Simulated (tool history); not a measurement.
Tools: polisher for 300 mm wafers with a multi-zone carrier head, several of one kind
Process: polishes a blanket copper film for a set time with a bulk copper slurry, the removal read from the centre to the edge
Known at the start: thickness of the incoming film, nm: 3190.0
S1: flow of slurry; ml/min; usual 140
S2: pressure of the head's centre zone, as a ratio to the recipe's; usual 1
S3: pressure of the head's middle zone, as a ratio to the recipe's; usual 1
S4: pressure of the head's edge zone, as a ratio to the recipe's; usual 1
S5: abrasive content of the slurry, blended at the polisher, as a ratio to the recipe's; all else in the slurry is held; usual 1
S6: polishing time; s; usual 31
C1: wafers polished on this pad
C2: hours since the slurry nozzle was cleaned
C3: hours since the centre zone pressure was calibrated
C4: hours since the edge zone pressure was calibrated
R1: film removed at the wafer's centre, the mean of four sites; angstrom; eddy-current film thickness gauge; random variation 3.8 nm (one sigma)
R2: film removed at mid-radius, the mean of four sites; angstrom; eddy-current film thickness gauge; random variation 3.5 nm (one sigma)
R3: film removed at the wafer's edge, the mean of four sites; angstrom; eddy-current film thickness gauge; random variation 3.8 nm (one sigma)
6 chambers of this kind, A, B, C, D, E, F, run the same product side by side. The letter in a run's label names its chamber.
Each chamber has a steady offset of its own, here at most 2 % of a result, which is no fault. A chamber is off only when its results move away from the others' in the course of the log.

| run | hour | S1 | S2 | S3 | S4 | S5 | S6 | C1 | C2 | C3 | C4 | R1 | R2 | R3 |
|---|---|---|---|---|---|---|---|---|---|---|---|---|---|---|
| 1C | 10.3 | 140 | 1 | 1 | 1 | 1 | 31 | 425 | 656.6 | 158.4 | 1040.7 | 2722.1 | 2710.3 | 2647.8 |
| 2D | 23.4 | 140 | 1 | 1 | 1 | 1 | 31 | 255 | 138.6 | 731.8 | 836.9 | 2671.8 | 2624.4 | 2750.4 |
| 3B | 34.7 | 140 | 1 | 1 | 1 | 1 | 31 | 435 | 139.8 | 589.4 | 680.8 | 2585.8 | 2681.6 | 2638.2 |
| 4F | 42 | 140 | 1 | 1 | 1 | 1 | 31 | 879 | 139 | 1019.2 | 567.8 | 2676 | 2820.3 | 2719.4 |
| 5E | 54.7 | 140 | 1 | 1 | 1 | 1 | 31 | 987 | 176.8 | 76.6 | 293.7 | 2702.3 | 2660.4 | 2697.4 |
| 6A | 62.9 | 140 | 1 | 1 | 1 | 1 | 31 | 927 | 530 | 923.6 | 203.2 | 2740.5 | 2729.5 | 2732.2 |
| 7E | 72 | 140 | 1 | 1 | 1 | 1 | 31 | 1164 | 194.1 | 93.9 | 311 | 2746.3 | 2715.1 | 2668 |
|  | 72.1 | chamber B: worn pad replaced by a new one |
|  | 73.4 | chamber A: worn pad replaced by a new one |
|  | 77 | chamber D: worn pad replaced by a new one |
| 8C | 83.4 | 90 | 1 | 1 | 1 | 1 | 24 | 1174 | 729.7 | 231.5 | 1113.8 | 1809 | 1835.5 | 1970.8 |
|  | 87.9 | chamber F: worn pad replaced by a new one |
| 9A | 97.3 | 90 | 1 | 1 | 1 | 1 | 24 | 244 | 564.4 | 958 | 237.6 | 1823.7 | 1866.8 | 1966 |
| 10F | 107.4 | 90 | 1 | 1 | 1 | 1 | 24 | 200 | 204.4 | 1084.6 | 633.2 | 1861.4 | 1877 | 1962.3 |
|  | 117.8 | chamber C: worn pad replaced by a new one |
| 11B | 119 | 90 | 1 | 1 | 1 | 1 | 24 | 481 | 224.1 | 673.7 | 765.1 | 1883.9 | 1864.8 | 1949.3 |
| 12D | 133.1 | 90 | 1 | 1 | 1 | 1 | 24 | 574 | 248.3 | 841.5 | 946.6 | 1800.9 | 1854.4 | 1963.1 |
| 13C | 140 | 90 | 1 | 1 | 1 | 1 | 24 | 227 | 786.3 | 288.1 | 1170.4 | 1849 | 1858.7 | 1942 |
|  | 146.6 | chamber B: worn pad replaced by a new one |
| 14D | 150 | 140 | 1 | 1 | 1 | 1 | 31 | 748 | 265.2 | 858.4 | 963.5 | 2746.2 | 2710.2 | 2741.2 |
| 15B | 157.2 | 140 | 1 | 1.08 | 1 | 1 | 39 | 109 | 262.3 | 711.9 | 803.3 | 3447.1 | 3816.3 | 3452.1 |
|  | 162.7 | chamber D: worn pad replaced by a new one |
| 16E | 167.1 | 140 | 1 | 1.08 | 1 | 1 | 39 | 2138 | 289.2 | 189 | 406.1 | 3419.6 | 3517.4 | 3331.4 |
| 17F | 176.9 | 140 | 1 | 1.08 | 1 | 1 | 39 | 912 | 273.9 | 1154.1 | 702.7 | 3307.1 | 3641.5 | 3396.5 |
| 18A | 187.1 | 140 | 1 | 1.08 | 1 | 1 | 39 | 1164 | 654.2 | 1047.8 | 327.4 | 3498.6 | 3650.7 | 3402.9 |
|  | 193 | chamber A: worn pad replaced by a new one |
| 19B | 198.7 | 140 | 1 | 1.08 | 1 | 1 | 39 | 534 | 303.8 | 753.4 | 844.8 | 3344.2 | 3686.6 | 3287.5 |
| 20D | 207.5 | 140 | 1 | 1.08 | 1 | 1 | 39 | 459 | 322.7 | 915.9 | 1021 | 3493 | 3649.8 | 3446.5 |
| 21C | 214.4 | 140 | 1 | 1 | 1 | 1 | 31 | 989 | 860.7 | 362.5 | 1244.8 | 2713 | 2758.8 | 2678 |
|  | 215.4 | chamber A: slurry nozzle cleaned |
|  | 220.2 | chamber B: worn pad replaced by a new one |
|  | 223.5 | chamber F: worn pad replaced by a new one |
|  | 223.9 | chamber C: edge zone pressure recalibrated |
| 22E | 226.7 | 140 | 1 | 1 | 1 | 1 | 31 | 2749 | 348.8 | 248.6 | 465.7 | 2640.4 | 2575.6 | 2530.9 |
| 23F | 235.9 | 140 | 1 | 1 | 1 | 1 | 31 | 127 | 332.9 | 1213.1 | 761.7 | 2649.6 | 2790.1 | 2709.1 |
|  | 240.7 | chamber D: worn pad replaced by a new one |
|  | 241.8 | chamber C: worn pad replaced by a new one |
| 24A | 242 | 140 | 1 | 1 | 1 | 1 | 31 | 502 | 26.7 | 1102.7 | 382.3 | 2744.5 | 2803.2 | 2733.9 |
|  | 245.7 | chamber F: slurry nozzle cleaned |
|  | 249.3 | chamber A: centre zone pressure recalibrated |
| 25A | 254.2 | 140 | 1 | 0.94 | 1 | 1 | 31 | 627 | 38.9 | 5 | 394.5 | 2748.5 | 2611 | 2683.4 |
| 26E | 261.4 | 140 | 1 | 0.94 | 1 | 1 | 31 | 3105 | 383.5 | 283.3 | 500.4 | 2520.7 | 2401.4 | 2519.5 |
|  | 261.7 | chamber B: slurry nozzle cleaned |
| 27D | 270.9 | 140 | 1 | 0.94 | 1 | 1 | 31 | 310 | 386.1 | 979.3 | 1084.4 | 2687.2 | 2492.4 | 2739.4 |
| 28B | 279.9 | 140 | 1 | 0.94 | 1 | 1 | 31 | 612 | 18.3 | 834.6 | 926 | 2655.4 | 2587.1 | 2698.9 |
| 29F | 290.5 | 140 | 1 | 0.94 | 1 | 1 | 31 | 687 | 44.9 | 1267.7 | 816.3 | 2637.8 | 2633.3 | 2699.6 |
|  | 293 | chamber B: worn pad replaced by a new one |
| 30C | 297.1 | 140 | 1 | 0.94 | 1 | 1 | 31 | 566 | 943.4 | 445.2 | 73.3 | 2690.9 | 2574.5 | 2700.6 |
|  | 300 | chamber C: slurry nozzle cleaned |
|  | 305.8 | chamber E: slurry nozzle cleaned |
| 31A | 310.4 | 140 | 1 | 1 | 1 | 1 | 31 | 1203 | 95.1 | 61.2 | 450.7 | 2795.1 | 2761.6 | 2652.4 |
| 32F | 318.6 | 140 | 1 | 1 | 1 | 1 | 31 | 975 | 73 | 1295.8 | 844.4 | 2734.7 | 2816.5 | 2716.6 |
| 33C | 325.4 | 140 | 1 | 1 | 1 | 1 | 31 | 856 | 25.5 | 473.5 | 101.6 | 2735.3 | 2641.5 | 2729.4 |
|  | 328.6 | chamber D: worn pad replaced by a new one |
|  | 334.8 | chamber D: edge zone pressure recalibrated |
| 34B | 337.2 | 140 | 1.09 | 1 | 1 | 1 | 31 | 453 | 75.6 | 891.9 | 983.3 | 3026.3 | 2747.6 | 2738.2 |
| 35E | 344.2 | 140 | 1.09 | 1 | 1 | 1 | 31 | 3953 | 38.5 | 366.1 | 583.2 | 2629.4 | 2448.1 | 2426.3 |
| 36D | 354.8 | 140 | 1.09 | 1 | 1 | 1 | 31 | 268 | 470 | 1063.2 | 20.1 | 3006.5 | 2738.5 | 2710.9 |

Is one chamber off against the others, does the gauge drift, or is nothing wrong? If a chamber is off, say which, and what the likeliest cause is.

Chamber E drifts away from the others.
Cause: removal rate lost through wear of the pad, % = 10.7.

Here are 4 candidates for chamber E's next run, each the usual settings with a change, their results left as question marks. Which one brings its results back in line with what the others give on the usual settings?
In line means no further than this from the other chambers' mean on the usual settings: R1 130 angstrom; R2 120 angstrom; R3 130 angstrom
| 37E-1 | 364.9 | 145 | 1 | 1 | 1.01 | 1 | 35 |  |  |  |  | ? | ? | ? |
| 37E-2 | 364.9 | 145 | 0.99 | 1 | 1.02 | 1.05 | 38 |  |  |  |  | ? | ? | ? |
| 37E-3 | 364.9 | 140 | 1 | 1 | 0.99 | 1 | 28 |  |  |  |  | ? | ? | ? |
| 37E-4 | 364.9 | 140 | 1.01 | 1 | 0.98 | 0.95 | 25 |  |  |  |  | ? | ? | ? |

The other chambers' mean on the usual settings: R1 2702.3 angstrom; R2 2711 angstrom; R3 2709.8 angstrom
| run | R1 | R2 | R3 |
|---|---|---|---|
| 37E-1 | 2746 | 2741 | 2742.7 |
| 37E-2 | 2979.3 | 3006.8 | 3024.1 |
| 37E-3 | 2179.3 | 2177.4 | 2160.5 |
| 37E-4 | 1946 | 1923.2 | 1898.5 |
37E-1 brings the chamber back in line.
